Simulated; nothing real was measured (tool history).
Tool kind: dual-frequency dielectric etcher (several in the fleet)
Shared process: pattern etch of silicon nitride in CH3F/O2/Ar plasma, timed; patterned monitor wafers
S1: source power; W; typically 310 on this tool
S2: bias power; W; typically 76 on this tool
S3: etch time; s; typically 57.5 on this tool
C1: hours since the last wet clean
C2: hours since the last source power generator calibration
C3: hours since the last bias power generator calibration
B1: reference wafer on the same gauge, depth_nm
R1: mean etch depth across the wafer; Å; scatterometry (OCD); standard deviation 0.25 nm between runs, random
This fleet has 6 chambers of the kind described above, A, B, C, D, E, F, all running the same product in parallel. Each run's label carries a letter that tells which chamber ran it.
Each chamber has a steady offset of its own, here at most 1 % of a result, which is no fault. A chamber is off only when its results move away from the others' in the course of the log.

Run 1E, hour 6.0: usual settings; C1 401.6; C2 2355.4; C3 1749.7; B1 43.608. Result: R1 372.60 Å.
Run 2B, hour 14.6: usual settings; C1 115.9; C2 1165.4; C3 524.0; B1 43.587. Result: R1 372.52 Å.
Run 3C, hour 20.7: usual settings; C1 419.2; C2 1204.8; C3 3902.5; B1 43.601. Result: R1 370.63 Å.
Run 4A, hour 28.1: usual settings; C1 448.8; C2 3063.2; C3 2220.4; B1 43.683. Result: R1 375.40 Å.
Run 5D, hour 37.7: usual settings; C1 144.5; C2 2641.7; C3 881.2; B1 43.631. Result: R1 367.71 Å.
Run 6F, hour 44.9: usual settings; C1 200.0; C2 525.2; C3 200.0; B1 43.539. Result: R1 375.57 Å.
Run 7D, hour 52.7: usual settings; C1 159.5; C2 2656.7; C3 896.2; B1 43.532. Result: R1 373.56 Å.
Run 8E, hour 60.6: usual settings; C1 456.2; C2 2410.0; C3 1804.3; B1 43.635. Result: R1 372.73 Å.
Run 9F, hour 67.7: usual settings; C1 222.8; C2 548.0; C3 222.8; B1 43.629. Result: R1 369.61 Å.
Run 10C, hour 72.7: usual settings but S2 90 W, S3 65.0 s; C1 471.2; C2 1256.8; C3 3954.5; B1 43.564. Result: R1 443.25 Å.
At hour 73.2: chamber E: wet clean of the chamber.
Run 11B, hour 82.8: usual settings but S2 90 W, S3 65.0 s; C1 184.1; C2 1233.6; C3 592.2; B1 43.547. Result: R1 448.71 Å.
Run 12A, hour 89.0: usual settings but S2 90 W, S3 65.0 s; C1 509.7; C2 3124.1; C3 2281.3; B1 43.600. Result: R1 447.23 Å.
Run 13E, hour 96.8: usual settings but S2 90 W, S3 65.0 s; C1 23.6; C2 2446.2; C3 1840.5; B1 43.620. Result: R1 442.29 Å.
Run 14D, hour 103.3: usual settings but S2 90 W, S3 65.0 s; C1 210.1; C2 2707.3; C3 946.8; B1 43.617. Result: R1 448.47 Å.
Run 15C, hour 111.7: usual settings but S2 90 W, S3 65.0 s; C1 510.2; C2 1295.8; C3 3993.5; B1 43.638. Result: R1 440.60 Å.
Run 16A, hour 117.4: usual settings; C1 538.1; C2 3152.5; C3 2309.7; B1 43.573. Result: R1 376.20 Å.
Run 17F, hour 125.3: usual settings; C1 280.4; C2 605.6; C3 280.4; B1 43.652. Result: R1 373.30 Å.
At hour 125.8: chamber A: wet clean of the chamber.
Run 18B, hour 135.1: usual settings but S3 47.0 s; C1 236.4; C2 1285.9; C3 644.5; B1 43.521. Result: R1 302.36 Å.
Run 19F, hour 144.4: usual settings but S3 47.0 s; C1 299.5; C2 624.7; C3 299.5; B1 43.633. Result: R1 301.49 Å.
Run 20E, hour 152.8: usual settings but S3 47.0 s; C1 79.6; C2 2502.2; C3 1896.5; B1 43.640. Result: R1 304.04 Å.
Run 21A, hour 164.0: usual settings but S3 47.0 s; C1 38.2; C2 3199.1; C3 2356.3; B1 43.640. Result: R1 293.47 Å.
Run 22B, hour 172.8: usual settings but S3 47.0 s; C1 274.1; C2 1323.6; C3 682.2; B1 43.636. Result: R1 303.16 Å.
At hour 173.8: chamber C: wet clean of the chamber.
Run 23D, hour 184.0: usual settings but S3 47.0 s; C1 290.8; C2 2788.0; C3 1027.5; B1 43.601. Result: R1 303.54 Å.
Run 24C, hour 195.4: usual settings; C1 21.6; C2 1379.5; C3 4077.2; B1 43.692. Result: R1 372.22 Å.
Run 25E, hour 201.0: usual settings; C1 127.8; C2 2550.4; C3 1944.7; B1 43.605. Result: R1 371.42 Å.
Run 26A, hour 210.9: usual settings but S2 69 W; C1 85.1; C2 3246.0; C3 2403.2; B1 43.579. Result: R1 345.67 Å.
Run 27F, hour 222.1: usual settings but S2 69 W; C1 377.2; C2 702.4; C3 377.2; B1 43.624. Result: R1 362.86 Å.
Run 28B, hour 232.7: usual settings but S2 69 W; C1 334.0; C2 1383.5; C3 742.1; B1 43.584. Result: R1 360.43 Å.
Run 29D, hour 242.1: usual settings but S2 69 W; C1 348.9; C2 2846.1; C3 1085.6; B1 43.614. Result: R1 361.03 Å.
Run 30C, hour 252.5: usual settings but S2 69 W; C1 78.7; C2 1436.6; C3 4134.3; B1 43.586. Result: R1 355.62 Å.
Run 31D, hour 263.7: usual settings but S2 69 W; C1 370.5; C2 2867.7; C3 1107.2; B1 43.604. Result: R1 361.12 Å.
Run 32E, hour 268.8: usual settings; C1 195.6; C2 2618.2; C3 2012.5; B1 43.580. Result: R1 374.56 Å.
Run 33F, hour 278.0: usual settings; C1 433.1; C2 758.3; C3 433.1; B1 43.628. Result: R1 370.72 Å.
Run 34A, hour 286.1: usual settings; C1 160.3; C2 3321.2; C3 2478.4; B1 43.691. Result: R1 357.19 Å.
Run 35B, hour 295.6: usual settings but S1 280 W; C1 396.9; C2 1446.4; C3 805.0; B1 43.560. Result: R1 354.19 Å.
Run 36C, hour 305.0: usual settings but S1 280 W; C1 131.2; C2 1489.1; C3 4186.8; B1 43.600. Result: R1 355.23 Å.
Run 37C, hour 310.2: usual settings but S1 280 W; C1 136.4; C2 1494.3; C3 4192.0; B1 43.643. Result: R1 352.40 Å.

Next, all 6 chambers run the settings below, one line each with question marks for the results. What does each chamber give?
Run 38A, hour 318.4: usual settings. Result: R1 ?.
Run 38B, hour 318.4: usual settings. Result: R1 ?.
Run 38C, hour 318.4: usual settings. Result: R1 ?.
Run 38D, hour 318.4: usual settings. Result: R1 ?.
Run 38E, hour 318.4: usual settings. Result: R1 ?.
Run 38F, hour 318.4: usual settings. Result: R1 ?.

run      R1
38A  353.67
38B  372.19
38C  371.67
38D  371.78
38E  372.67
38F  373.00

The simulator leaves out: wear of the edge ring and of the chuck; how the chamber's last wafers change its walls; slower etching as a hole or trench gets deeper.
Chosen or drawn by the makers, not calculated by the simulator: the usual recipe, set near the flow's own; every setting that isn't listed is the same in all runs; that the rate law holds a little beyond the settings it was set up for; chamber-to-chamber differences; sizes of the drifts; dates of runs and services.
